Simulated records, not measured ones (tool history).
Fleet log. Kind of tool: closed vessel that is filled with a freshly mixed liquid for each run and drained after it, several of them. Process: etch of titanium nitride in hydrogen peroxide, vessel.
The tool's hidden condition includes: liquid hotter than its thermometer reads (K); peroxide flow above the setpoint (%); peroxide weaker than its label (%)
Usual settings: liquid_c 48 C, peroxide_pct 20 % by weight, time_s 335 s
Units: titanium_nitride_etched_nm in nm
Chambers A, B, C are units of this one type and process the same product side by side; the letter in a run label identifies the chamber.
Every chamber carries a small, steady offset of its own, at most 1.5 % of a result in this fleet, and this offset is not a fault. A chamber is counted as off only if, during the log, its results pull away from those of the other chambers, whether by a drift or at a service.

| run | day | liquid_c | peroxide_pct | time_s | hours since the thermometer was replaced | hours since the peroxide flow meter was replaced | hours since the drum of peroxide was connected | read-back film thickness of the titanium nitride reference wafer, read on the same gauge (nm) | titanium_nitride_etched_nm |
|---|---|---|---|---|---|---|---|---|---|
| 1C | 0.138 | 48 | 20 | 335 | 1529.8 | 347.5 | 517.7 | 79.981 | 24.096 |
| 2A | 0.246 | 48 | 20 | 335 | 52.9 | 485.4 | 65.6 | 79.978 | 24.113 |
| 3B | 0.438 | 48 | 20 | 335 | 403.4 | 50.9 | 275.4 | 80.04 | 23.97 |
| 4B | 0.558 | 48 | 20 | 335 | 406.3 | 53.8 | 278.3 | 80.024 | 24.005 |
| 5A | 0.667 | 48 | 20 | 335 | 63 | 495.5 | 75.7 | 80.021 | 24.221 |
| 6C | 0.85 | 48 | 20 | 335 | 1546.9 | 364.6 | 534.8 | 79.994 | 24.232 |
| 7B | 0.967 | 48 | 20 | 260 | 416.1 | 63.6 | 288.1 | 80.002 | 18.654 |
| 8C | 1.138 | 48 | 20 | 260 | 1553.8 | 371.5 | 541.7 | 80.018 | 19.049 |
| 9A | 1.3 | 48 | 20 | 260 | 78.2 | 510.7 | 90.9 | 80.01 | 18.815 |
| 10C | 1.492 | 48 | 20 | 335 | 1562.3 | 380 | 550.2 | 79.954 | 24.711 |
| 11B | 1.642 | 48 | 24 | 230 | 432.3 | 79.8 | 304.3 | 80.023 | 17.039 |
| 12A | 1.733 | 48 | 24 | 230 | 88.6 | 521.1 | 101.3 | 79.985 | 17.187 |
| 13C | 1.842 | 48 | 24 | 230 | 1570.7 | 388.4 | 558.6 | 80.005 | 17.866 |
| 14A | 2 | 48 | 20 | 335 | 95 | 527.5 | 107.7 | 80.006 | 24.155 |
| 15B | 2.158 | 48 | 20 | 335 | 444.7 | 92.2 | 316.7 | 79.999 | 23.954 |
|  | 2.167 | chamber B: new drum of peroxide connected |
| 16A | 2.346 | 48 | 20 | 335 | 103.3 | 535.8 | 116 | 79.992 | 24.014 |
| 17B | 2.467 | 48 | 20 | 335 | 452.1 | 99.6 | 7.3 | 80.008 | 23.975 |
| 18C | 2.629 | 48 | 20 | 335 | 1589.6 | 407.3 | 577.5 | 80.001 | 25.609 |
| 19C | 2.746 | 48 | 20 | 335 | 1592.4 | 410.1 | 580.3 | 80.031 | 25.552 |
| 20A | 2.858 | 48 | 20 | 335 | 115.6 | 548.1 | 128.3 | 79.963 | 24.4 |
| 21B | 3.058 | 48 | 20 | 335 | 466.3 | 113.8 | 21.5 | 80.007 | 23.995 |
| 22A | 3.167 | 48 | 20 | 335 | 123 | 555.5 | 135.7 | 80.015 | 24.012 |
| 23B | 3.342 | 48 | 20 | 335 | 473.1 | 120.6 | 28.3 | 79.957 | 23.854 |
| 24C | 3.546 | 48 | 20 | 335 | 1611.6 | 429.3 | 599.5 | 80.015 | 26.587 |
| 25B | 3.721 | 48 | 20 | 335 | 482.2 | 129.7 | 37.4 | 80.02 | 24.021 |
| 26A | 3.833 | 48 | 20 | 335 | 139 | 571.5 | 151.7 | 80.017 | 24.244 |

Each of the 3 chambers runs these same settings next. Fill in every chamber's results:
| 27A | 3.979 | 48 | 17.5 | 335 |  |  |  |  | ? |
| 27B | 3.979 | 48 | 17.5 | 335 |  |  |  |  | ? |
| 27C | 3.979 | 48 | 17.5 | 335 |  |  |  |  | ? |

| run | titanium_nitride_etched_nm |
|---|---|
| 27A | 23.276 |
| 27B | 23.205 |
| 27C | 25.918 |
